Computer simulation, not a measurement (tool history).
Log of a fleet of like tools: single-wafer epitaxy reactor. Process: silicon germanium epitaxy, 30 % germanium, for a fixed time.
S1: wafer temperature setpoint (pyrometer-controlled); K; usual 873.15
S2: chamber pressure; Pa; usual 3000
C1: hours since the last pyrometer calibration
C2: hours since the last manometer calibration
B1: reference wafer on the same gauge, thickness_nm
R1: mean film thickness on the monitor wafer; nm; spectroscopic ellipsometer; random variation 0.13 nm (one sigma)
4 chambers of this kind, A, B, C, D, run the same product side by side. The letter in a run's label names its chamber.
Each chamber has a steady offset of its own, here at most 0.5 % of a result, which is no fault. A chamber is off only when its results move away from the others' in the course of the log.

{"run": "1A", "hour": 5.9, "S1": 873.15, "S2": 3000, "C1": 779.7, "C2": 2395.5, "B1": 59.814, "R1": 61.35}
{"run": "2B", "hour": 12.5, "S1": 873.15, "S2": 3000, "C1": 452.3, "C2": 1146.7, "B1": 59.796, "R1": 61.614}
{"run": "3D", "hour": 20.4, "S1": 873.15, "S2": 3000, "C1": 1160.6, "C2": 778.0, "B1": 59.814, "R1": 62.264}
{"run": "4C", "hour": 27.9, "S1": 873.15, "S2": 3000, "C1": 208.6, "C2": 1182.1, "B1": 59.819, "R1": 62.08}
{"run": "5D", "hour": 33.8, "S1": 873.15, "S2": 3000, "C1": 1174.0, "C2": 791.4, "B1": 59.786, "R1": 62.363}
{"run": "6B", "hour": 41.4, "S1": 873.15, "S2": 3000, "C1": 481.2, "C2": 1175.6, "B1": 59.799, "R1": 61.505}
{"run": "7C", "hour": 49.9, "S1": 873.15, "S2": 3000, "C1": 230.6, "C2": 1204.1, "B1": 59.806, "R1": 61.795}
{"run": "8A", "hour": 55.6, "S1": 873.15, "S2": 3000, "C1": 829.4, "C2": 2445.2, "B1": 59.798, "R1": 61.657}
{"run": "9B", "hour": 61.9, "S1": 873.15, "S2": 3000, "C1": 501.7, "C2": 1196.1, "B1": 59.768, "R1": 61.698}
{"run": "10A", "hour": 67.7, "S1": 873.15, "S2": 3000, "C1": 841.5, "C2": 2457.3, "B1": 59.802, "R1": 61.742}
{"run": "11D", "hour": 75.8, "S1": 877.15, "S2": 3000, "C1": 1216.0, "C2": 833.4, "B1": 59.803, "R1": 66.703}
{"run": "12C", "hour": 80.7, "S1": 877.15, "S2": 3000, "C1": 261.4, "C2": 1234.9, "B1": 59.787, "R1": 66.427}
{"run": "13A", "hour": 85.7, "S1": 877.15, "S2": 3000, "C1": 859.5, "C2": 2475.3, "B1": 59.758, "R1": 66.158}
{"run": "14C", "hour": 90.3, "S1": 877.15, "S2": 3000, "C1": 271.0, "C2": 1244.5, "B1": 59.795, "R1": 66.772}
{"run": "15D", "hour": 99.6, "S1": 873.15, "S2": 3000, "C1": 1239.8, "C2": 857.2, "B1": 59.786, "R1": 62.118}
{"run": "16B", "hour": 104.1, "S1": 873.15, "S2": 3000, "C1": 543.9, "C2": 1238.3, "B1": 59.792, "R1": 61.563}
{"run": "17B", "hour": 113.1, "S1": 866.15, "S2": 2333, "C1": 552.9, "C2": 1247.3, "B1": 59.804, "R1": 49.154}
{"run": "18A", "hour": 122.0, "S1": 866.15, "S2": 2333, "C1": 895.8, "C2": 2511.6, "B1": 59.784, "R1": 48.946}
{"hour": 124.4, "done": "chamber A: capacitance manometer re-zeroed and calibrated"}
{"run": "19D", "hour": 131.4, "S1": 866.15, "S2": 2333, "C1": 1271.6, "C2": 889.0, "B1": 59.812, "R1": 49.418}
{"run": "20C", "hour": 137.0, "S1": 866.15, "S2": 2333, "C1": 317.7, "C2": 1291.2, "B1": 59.795, "R1": 49.401}
{"run": "21D", "hour": 143.2, "S1": 873.15, "S2": 3000, "C1": 1283.4, "C2": 900.8, "B1": 59.793, "R1": 62.171}
{"run": "22B", "hour": 147.9, "S1": 873.15, "S2": 3000, "C1": 587.7, "C2": 1282.1, "B1": 59.789, "R1": 61.616}
{"run": "23A", "hour": 157.4, "S1": 878.15, "S2": 3413, "C1": 931.2, "C2": 33.1, "B1": 59.792, "R1": 70.005}
{"run": "24C", "hour": 167.6, "S1": 878.15, "S2": 3413, "C1": 348.3, "C2": 1321.8, "B1": 59.812, "R1": 71.269}
{"run": "25D", "hour": 175.9, "S1": 878.15, "S2": 3413, "C1": 1316.1, "C2": 933.5, "B1": 59.762, "R1": 71.58}
{"run": "26C", "hour": 183.0, "S1": 878.15, "S2": 3413, "C1": 363.7, "C2": 1337.2, "B1": 59.798, "R1": 71.327}
{"run": "27A", "hour": 188.6, "S1": 873.15, "S2": 3000, "C1": 962.4, "C2": 64.3, "B1": 59.786, "R1": 60.752}
{"run": "28B", "hour": 193.5, "S1": 873.15, "S2": 3000, "C1": 633.3, "C2": 1327.7, "B1": 59.801, "R1": 61.591}
{"run": "29C", "hour": 198.6, "S1": 873.15, "S2": 3000, "C1": 379.3, "C2": 1352.8, "B1": 59.794, "R1": 61.814}
{"run": "30A", "hour": 204.1, "S1": 873.15, "S2": 3000, "C1": 977.9, "C2": 79.8, "B1": 59.793, "R1": 60.807}
{"run": "31D", "hour": 213.8, "S1": 869.15, "S2": 3440, "C1": 1354.0, "C2": 971.4, "B1": 59.807, "R1": 61.364}
{"run": "32B", "hour": 223.5, "S1": 869.15, "S2": 3440, "C1": 663.3, "C2": 1357.7, "B1": 59.756, "R1": 60.319}

All 4 chambers run these settings next. Forecast each chamber's results:
{"run": "33A", "hour": 230.9, "S1": 873.15, "S2": 2400, "R1": "?"}
{"run": "33B", "hour": 230.9, "S1": 873.15, "S2": 2400, "R1": "?"}
{"run": "33C", "hour": 230.9, "S1": 873.15, "S2": 2400, "R1": "?"}
{"run": "33D", "hour": 230.9, "S1": 873.15, "S2": 2400, "R1": "?"}

run=33A R1=55.288
run=33B R1=56.659
run=33C R1=56.762
run=33D R1=56.719

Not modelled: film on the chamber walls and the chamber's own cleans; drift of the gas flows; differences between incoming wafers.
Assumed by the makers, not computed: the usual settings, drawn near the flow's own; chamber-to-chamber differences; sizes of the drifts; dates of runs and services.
